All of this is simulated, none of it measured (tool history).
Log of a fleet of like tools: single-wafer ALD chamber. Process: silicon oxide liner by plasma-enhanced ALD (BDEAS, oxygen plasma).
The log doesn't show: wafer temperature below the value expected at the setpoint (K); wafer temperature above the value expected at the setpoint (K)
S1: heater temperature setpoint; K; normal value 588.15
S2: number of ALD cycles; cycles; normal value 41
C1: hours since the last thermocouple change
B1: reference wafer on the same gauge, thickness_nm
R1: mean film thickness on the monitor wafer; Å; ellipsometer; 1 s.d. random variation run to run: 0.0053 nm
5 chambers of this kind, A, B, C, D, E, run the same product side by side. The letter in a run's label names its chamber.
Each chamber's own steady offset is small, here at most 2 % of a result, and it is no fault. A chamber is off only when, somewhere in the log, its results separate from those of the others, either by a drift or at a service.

{"run": "1C", "hour": 4.7, "S1": 588.15, "S2": 41, "C1": 1515.2, "B1": 4.0214, "R1": 37.202}
{"run": "2B", "hour": 11.3, "S1": 588.15, "S2": 41, "C1": 2124.6, "B1": 4.0214, "R1": 36.702}
{"run": "3D", "hour": 16.1, "S1": 588.15, "S2": 41, "C1": 547.7, "B1": 4.0228, "R1": 36.952}
{"run": "4A", "hour": 21.8, "S1": 588.15, "S2": 41, "C1": 1015.7, "B1": 4.023, "R1": 37.458}
{"run": "5E", "hour": 25.6, "S1": 588.15, "S2": 41, "C1": 248.9, "B1": 4.0232, "R1": 37.064}
{"run": "6E", "hour": 31.7, "S1": 588.15, "S2": 41, "C1": 255, "B1": 4.0232, "R1": 37.033}
{"run": "7B", "hour": 35.5, "S1": 588.15, "S2": 41, "C1": 2148.8, "B1": 4.0246, "R1": 36.849}
{"run": "8C", "hour": 41.7, "S1": 588.15, "S2": 41, "C1": 1552.2, "B1": 4.0257, "R1": 37.245}
{"run": "9D", "hour": 48.1, "S1": 588.15, "S2": 44, "C1": 579.7, "B1": 4.026, "R1": 39.621}
{"run": "10A", "hour": 53.5, "S1": 588.15, "S2": 44, "C1": 1047.4, "B1": 4.0282, "R1": 40.145}
{"run": "11E", "hour": 59.7, "S1": 588.15, "S2": 44, "C1": 283, "B1": 4.0274, "R1": 39.748}
{"run": "12A", "hour": 67.2, "S1": 588.15, "S2": 44, "C1": 1061.1, "B1": 4.0277, "R1": 40.201}
{"run": "13B", "hour": 71.0, "S1": 588.15, "S2": 44, "C1": 2184.3, "B1": 4.0288, "R1": 39.622}
{"run": "14D", "hour": 76.6, "S1": 588.15, "S2": 41, "C1": 608.2, "B1": 4.029, "R1": 36.955}
{"run": "15C", "hour": 84.7, "S1": 588.15, "S2": 41, "C1": 1595.2, "B1": 4.0308, "R1": 37.207}
{"run": "16E", "hour": 91.7, "S1": 588.15, "S2": 41, "C1": 315, "B1": 4.0323, "R1": 37.066}
{"run": "17B", "hour": 97.8, "S1": 588.15, "S2": 41, "C1": 2211.1, "B1": 4.033, "R1": 36.902}
{"run": "18C", "hour": 104.8, "S1": 588.15, "S2": 41, "C1": 1615.3, "B1": 4.0332, "R1": 37.385}
{"run": "19D", "hour": 109.0, "S1": 588.15, "S2": 41, "C1": 640.6, "B1": 4.0336, "R1": 37.106}
{"run": "20A", "hour": 116.6, "S1": 575.15, "S2": 41, "C1": 1110.5, "B1": 4.0343, "R1": 38.256}
{"run": "21B", "hour": 124.2, "S1": 575.15, "S2": 41, "C1": 2237.5, "B1": 4.0353, "R1": 37.614}
{"run": "22A", "hour": 132.0, "S1": 575.15, "S2": 41, "C1": 1125.9, "B1": 4.037, "R1": 38.183}
{"run": "23D", "hour": 138.2, "S1": 575.15, "S2": 41, "C1": 669.8, "B1": 4.0382, "R1": 37.815}
{"run": "24E", "hour": 144.5, "S1": 575.15, "S2": 41, "C1": 367.8, "B1": 4.0394, "R1": 37.83}
{"run": "25C", "hour": 151.1, "S1": 588.15, "S2": 41, "C1": 1661.6, "B1": 4.0392, "R1": 37.426}
{"run": "26D", "hour": 159.1, "S1": 588.15, "S2": 41, "C1": 690.7, "B1": 4.0409, "R1": 37.159}
{"run": "27A", "hour": 163.3, "S1": 588.15, "S2": 41, "C1": 1157.2, "B1": 4.0412, "R1": 37.474}
{"run": "28E", "hour": 167.3, "S1": 588.15, "S2": 41, "C1": 390.6, "B1": 4.042, "R1": 37.079}
{"run": "29C", "hour": 174.3, "S1": 588.15, "S2": 41, "C1": 1684.8, "B1": 4.0414, "R1": 37.382}
{"run": "30B", "hour": 181.7, "S1": 588.15, "S2": 41, "C1": 2295, "B1": 4.044, "R1": 37.044}

Has any chamber moved away from the others, gradually or after a service, or does the common gauge drift, or do the chambers differ only by their own small steady offsets? State the chamber and the most likely cause if one applies.

The gauge drifts, so all chambers seem to drift together. No chamber is off.
Likeliest cause: gauge reads high (%) = 0.592.
